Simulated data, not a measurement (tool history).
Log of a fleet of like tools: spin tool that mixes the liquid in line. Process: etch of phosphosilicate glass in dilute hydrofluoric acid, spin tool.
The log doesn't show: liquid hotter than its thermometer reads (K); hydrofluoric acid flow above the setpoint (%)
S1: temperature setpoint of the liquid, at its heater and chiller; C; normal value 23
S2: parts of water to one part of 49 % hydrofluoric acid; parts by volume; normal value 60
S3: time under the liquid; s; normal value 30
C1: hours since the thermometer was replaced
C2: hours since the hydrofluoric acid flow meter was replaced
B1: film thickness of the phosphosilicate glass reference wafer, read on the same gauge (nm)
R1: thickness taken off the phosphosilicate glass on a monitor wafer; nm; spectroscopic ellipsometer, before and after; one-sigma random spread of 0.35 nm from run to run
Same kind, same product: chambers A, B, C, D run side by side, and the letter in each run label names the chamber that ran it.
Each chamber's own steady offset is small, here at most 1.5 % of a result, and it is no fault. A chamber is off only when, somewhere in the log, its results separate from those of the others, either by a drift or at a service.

run   hour  S1  S2  S3      C1      C2      B1      R1
 1A   15.3  23  60  30   421.2   166.8  100.01  35.952
 2C   27.5  23  60  30   904.1   534.5  99.977  37.179
 3D   41.3  23  60  30  1148.7  1089.7  100.02  35.492
 4B   54.9  23  60  30    1249   954.6   99.99  37.156
 5C     69  27  60  30   945.6     576  100.01  43.327
 6B     80  27  60  30  1274.1   979.7  99.965  43.332
 7D   88.1  27  60  30  1195.5  1136.5  100.03  43.259
 8A  100.1  27  60  30     506   251.6  99.974  42.755
 9B  107.9  23  60  30    1302  1007.6  100.01  36.976
10C  115.8  23  60  30   992.4   622.8  100.02  37.006
11A    124  23  60  30   529.9   275.5     100  36.689
12D    134  23  60  30  1241.4  1182.4     100  36.791
13B  145.5  23  60  30  1339.6  1045.2  99.973  36.977
14C  159.2  27  35  30  1035.8   666.2  99.975  76.293
     170.7  -- chamber C: thermometer replaced
15D  170.8  27  35  30  1278.2  1219.2  99.942  74.448
16A  182.2  27  35  30   588.1   333.7  100.01  75.836
17C  194.1  27  35  30    23.4   701.1  99.988  76.792
18D  209.6  23  60  30    1317    1258  100.02  36.303
     223.6  -- chamber B: thermometer replaced
19A  225.7  23  60  30   631.6   377.2  100.02  36.199
20B  234.9  23  60  30    11.4  1134.6  99.969  36.769
21D  248.4  23  60  30  1355.8  1296.8     100  36.123
22A    258  21  60  30   663.9   409.5  99.961   34.36
23B  273.8  21  60  30    50.3  1173.5     100  33.579
24C  286.3  21  60  30   115.6   793.3  100.01  33.939
25A  297.7  21  60  30   703.6   449.2  99.994  34.998
26C  306.2  23  60  30   135.5   813.2  99.974  36.238
27B  314.4  23  60  30    90.9  1214.1  99.978  36.692
28D  322.2  23  60  30  1429.6  1370.6  99.981  36.047
29A  329.8  23  60  30   735.7   481.3     100  38.429
30D    345  23  60  30  1452.4  1393.4  99.987  36.033
31B  352.4  23  60  30   128.9  1252.1  100.02  36.467
32C  364.6  23  60  30   193.9   871.6  99.999  36.427
33C    379  23  60  30   208.3     886  100.01  37.104
34B  394.4  23  60  30   170.9  1294.1  99.991  36.507
35A  406.9  23  60  30   812.8   558.4  100.02  38.979
36D  419.6  23  60  30    1527    1468  99.981   36.03
37B  429.6  23  60  30   206.1  1329.3  100.01  36.976
38A    445  23  60  30   850.9   596.5  99.998  39.548
39D  460.1  23  60  30  1567.5  1508.5  100.02  35.696
40C  475.9  21  60  30   305.2   982.9  100.06  33.958
41C  488.1  21  60  30   317.4   995.1  99.995  34.269
42B  503.1  21  60  30   279.6  1402.8  99.979  33.381
43D  512.1  21  60  30  1619.5  1560.5  100.01  33.288
44A  527.3  23  60  30   933.2   678.8  100.03  41.372

Does one chamber stand apart from the rest, does the shared gauge drift, or is all well apart from small per-chamber offsets? Give the chamber and the most likely cause, where there is one.

It is chamber A that slowly wanders off from its peers.
What lies behind it: hydrofluoric acid flow above the setpoint (%) = 10.5.
The log may not separate it from: liquid hotter than its thermometer reads (K).

Chamber A could run next with any of the 4 candidate recipes listed below; each alters the usual settings, and their results appear as question marks. Which one brings its results back in line with what the other chambers deliver on the usual settings?
Counts as in line when no further than this from what the other chambers average on the usual settings: R1 1.2 nm
45A-1  539.2    24  60  30               ?
45A-2  539.2  25.5  60  30               ?
45A-3  539.2  22.5  65  30               ?
45A-4  539.2    22  60  30               ?

Mean of the other chambers on the usual settings: R1 36.597 nm
  run      R1
45A-1  42.275
45A-2  44.903
45A-3  36.492
45A-4  38.954
45A-3 is the one that brings the chamber's results back in line with the other chambers.

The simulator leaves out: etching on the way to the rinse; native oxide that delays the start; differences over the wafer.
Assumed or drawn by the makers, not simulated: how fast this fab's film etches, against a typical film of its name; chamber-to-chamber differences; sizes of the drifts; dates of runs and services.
